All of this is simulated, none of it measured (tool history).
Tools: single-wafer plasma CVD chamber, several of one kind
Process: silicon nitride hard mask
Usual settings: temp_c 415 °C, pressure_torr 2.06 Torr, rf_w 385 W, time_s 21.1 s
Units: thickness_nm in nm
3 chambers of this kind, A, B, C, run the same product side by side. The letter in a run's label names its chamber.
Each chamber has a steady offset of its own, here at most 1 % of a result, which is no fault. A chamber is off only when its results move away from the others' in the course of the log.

run    day  temp_c  pressure_torr  rf_w  time_s  hours since the last thermocouple change  hours since the last RF generator calibration  hours since the last manometer calibration  read-back reference wafer on the same gauge, thickness_nm  thickness_nm
 1B  0.267     415           2.06   385    21.1                                     904.5                                          741.9                                       466.2                                                      36.31        30.685
 2A  0.421     415           2.06   385    21.1                                     983.4                                         1361.4                                      1803.9                                                     36.313        30.722
 3C  0.721     415           2.06   385    21.1                                    1551.2                                          306.2                                       312.2                                                      36.32        30.416
 4C  0.938     415           2.06   385    21.1                                    1556.4                                          311.4                                       317.4                                                     36.319        30.383
 5B  1.112     415           2.06   385    21.1                                     924.8                                          762.2                                       486.5                                                     36.327        30.643
 6A  1.458     415           2.06   385    21.1                                    1008.3                                         1386.3                                      1828.8                                                     36.335        30.625
 7B  1.746     415           2.06   385    21.1                                       940                                          777.4                                       501.7                                                     36.342        30.678
 8A  1.962     415           2.38   385    24.7                                    1020.4                                         1398.4                                      1840.9                                                     36.352        37.257
 9C  2.217     415           2.38   385    24.7                                    1587.1                                          342.1                                       348.1                                                     36.355        37.028
10A    2.5     415           2.38   385    24.7                                    1033.3                                         1411.3                                      1853.8                                                     36.368        37.266
11C  2.775     415           2.24   385    18.3                                    1600.5                                          355.5                                       361.5                                                     36.377        26.979
     2.875  -- chamber C: thermocouple changed; heater temperature recalibrated
12B  2.996     415           2.24   385    18.3                                       970                                          807.4                                       531.7                                                     36.375        27.283
13A  3.192     415           2.24   385    18.3                                    1049.9                                         1427.9                                      1870.4                                                     36.374        27.242
14C  3.467     405           2.06   325    21.1                                      14.3                                          372.1                                       378.1                                                     36.392        27.426
15B  3.733     405           2.06   325    21.1                                     987.7                                          825.1                                       549.4                                                     36.398        27.814
16C  4.054     405           2.06   325    21.1                                      28.4                                          386.2                                       392.2                                                     36.405        27.541
17B  4.308     415           2.06   385    21.1                                    1001.5                                          838.9                                       563.2                                                     36.416        30.728
18A  4.617     401           2.06   360    21.1                                    1084.1                                         1462.1                                      1904.6                                                     36.425        29.618
19A  4.867     401           2.06   360    21.1                                    1090.1                                         1468.1                                      1910.6                                                     36.423        29.678
20B  5.175     401           2.06   360    21.1                                    1022.3                                          859.7                                         584                                                     36.442         29.71
21C  5.438     415           2.06   385    21.1                                      61.6                                          419.4                                       425.4                                                     36.449        30.594
22B  5.612     415           2.06   385    21.1                                    1032.8                                          870.2                                       594.5                                                     36.452        30.785
23A  5.829     415           2.06   385    21.1                                    1113.2                                         1491.2                                      1933.7                                                     36.457        30.798
24C  6.133     415           2.06   385    21.1                                      78.3                                          436.1                                       442.1                                                      36.46        30.559
25A  6.346     415           2.06   385    21.1                                    1125.6                                         1503.6                                      1946.1                                                     36.462        30.809
26C  6.688     415           2.06   385    21.1                                      91.6                                          449.4                                       455.4                                                     36.486        30.484
27B  6.925     415           2.06   385    21.1                                    1064.3                                          901.7                                         626                                                     36.482        30.847

All 3 chambers run these settings next. Forecast each chamber's results:
28A  7.175     415           2.06   385    24.7                                                                                                                                                                                                             ?
28B  7.175     415           2.06   385    24.7                                                                                                                                                                                                             ?
28C  7.175     415           2.06   385    24.7                                                                                                                                                                                                             ?

run  thickness_nm
28A        36.062
28B        36.097
28C        35.825
